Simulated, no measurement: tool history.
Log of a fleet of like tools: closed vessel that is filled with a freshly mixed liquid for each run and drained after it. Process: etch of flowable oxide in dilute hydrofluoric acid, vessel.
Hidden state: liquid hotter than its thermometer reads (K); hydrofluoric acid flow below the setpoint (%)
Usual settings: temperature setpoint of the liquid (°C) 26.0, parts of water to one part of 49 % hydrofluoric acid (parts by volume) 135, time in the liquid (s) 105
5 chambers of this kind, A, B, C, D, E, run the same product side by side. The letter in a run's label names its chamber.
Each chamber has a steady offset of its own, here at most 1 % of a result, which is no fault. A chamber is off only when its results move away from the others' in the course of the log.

run	hour	temperature setpoint of the liquid (°C)	parts of water to one part of 49 % hydrofluoric acid (parts by volume)	time in the liquid (s)	hours since the thermometer was replaced	hours since the hydrofluoric acid flow meter was replaced	read-back film thickness of the flowable oxide reference wafer, read on the same gauge (nm)	thickness taken off the flowable oxide on a monitor wafer (Å)
1A	9.9	26.0	135	105	533.3	470.4	70.006	400.69
2B	19.7	26.0	135	105	374.1	381.8	70.010	400.54
3D	29.2	26.0	135	105	1363.4	500.6	70.011	402.36
# hour 30.0: chamber A: thermometer replaced
4C	38.5	26.0	135	105	1648.8	251.5	69.996	405.35
5E	50.9	26.0	135	105	2372.2	425.0	69.994	398.95
6C	56.6	26.0	135	105	1666.9	269.6	69.993	403.87
7B	64.7	26.0	135	105	419.1	426.8	70.010	400.81
# hour 65.3: chamber E: hydrofluoric acid flow meter replaced
8D	76.8	26.0	135	105	1411.0	548.2	70.010	400.47
9A	82.8	26.0	135	105	52.9	543.3	69.987	403.14
10E	91.4	26.0	135	105	2412.7	26.1	70.007	400.26
11A	103.2	26.0	135	105	73.3	563.7	70.006	401.34
12E	115.5	28.5	70	105	2436.8	50.2	70.002	921.55
13D	121.4	28.5	70	105	1455.6	592.8	69.986	926.75
14C	133.1	28.5	70	105	1743.4	346.1	70.013	920.63
15B	145.2	28.5	70	105	499.6	507.3	70.004	941.82
16D	155.2	28.5	70	105	1489.4	626.6	69.982	922.96
17B	166.2	26.0	135	105	520.6	528.3	70.011	400.51
18E	175.2	26.0	135	105	2496.5	109.9	69.974	399.85
19A	184.9	26.0	135	105	155.0	645.4	70.017	402.55
20C	193.7	26.0	135	105	1804.0	406.7	70.011	401.86
21A	200.6	26.0	135	105	170.7	661.1	69.997	402.06
22E	210.2	26.0	135	105	2531.5	144.9	69.982	397.28
23C	217.1	26.0	135	105	1827.4	430.1	70.007	402.05
24B	223.2	26.0	135	105	577.6	585.3	70.001	399.82
25D	231.1	26.0	135	105	1565.3	702.5	69.972	401.85
26C	238.0	26.0	135	105	1848.3	451.0	70.007	404.21
27E	249.6	26.0	90	85	2570.9	184.3	70.006	511.18
28D	262.0	26.0	90	85	1596.2	733.4	69.986	514.42
29A	272.6	26.0	90	85	242.7	733.1	69.998	514.18
30B	284.1	26.0	90	85	638.5	646.2	69.993	521.80
31C	291.1	26.0	90	85	1901.4	504.1	70.031	513.88

All 5 chambers run these settings next. Forecast each chamber's results:
32A	300.5	26.0	135	105				?
32B	300.5	26.0	135	105				?
32C	300.5	26.0	135	105				?
32D	300.5	26.0	135	105				?
32E	300.5	26.0	135	105				?

run	thickness taken off the flowable oxide on a monitor wafer (Å)
32A	402.77
32B	400.31
32C	404.02
32D	403.84
32E	399.54
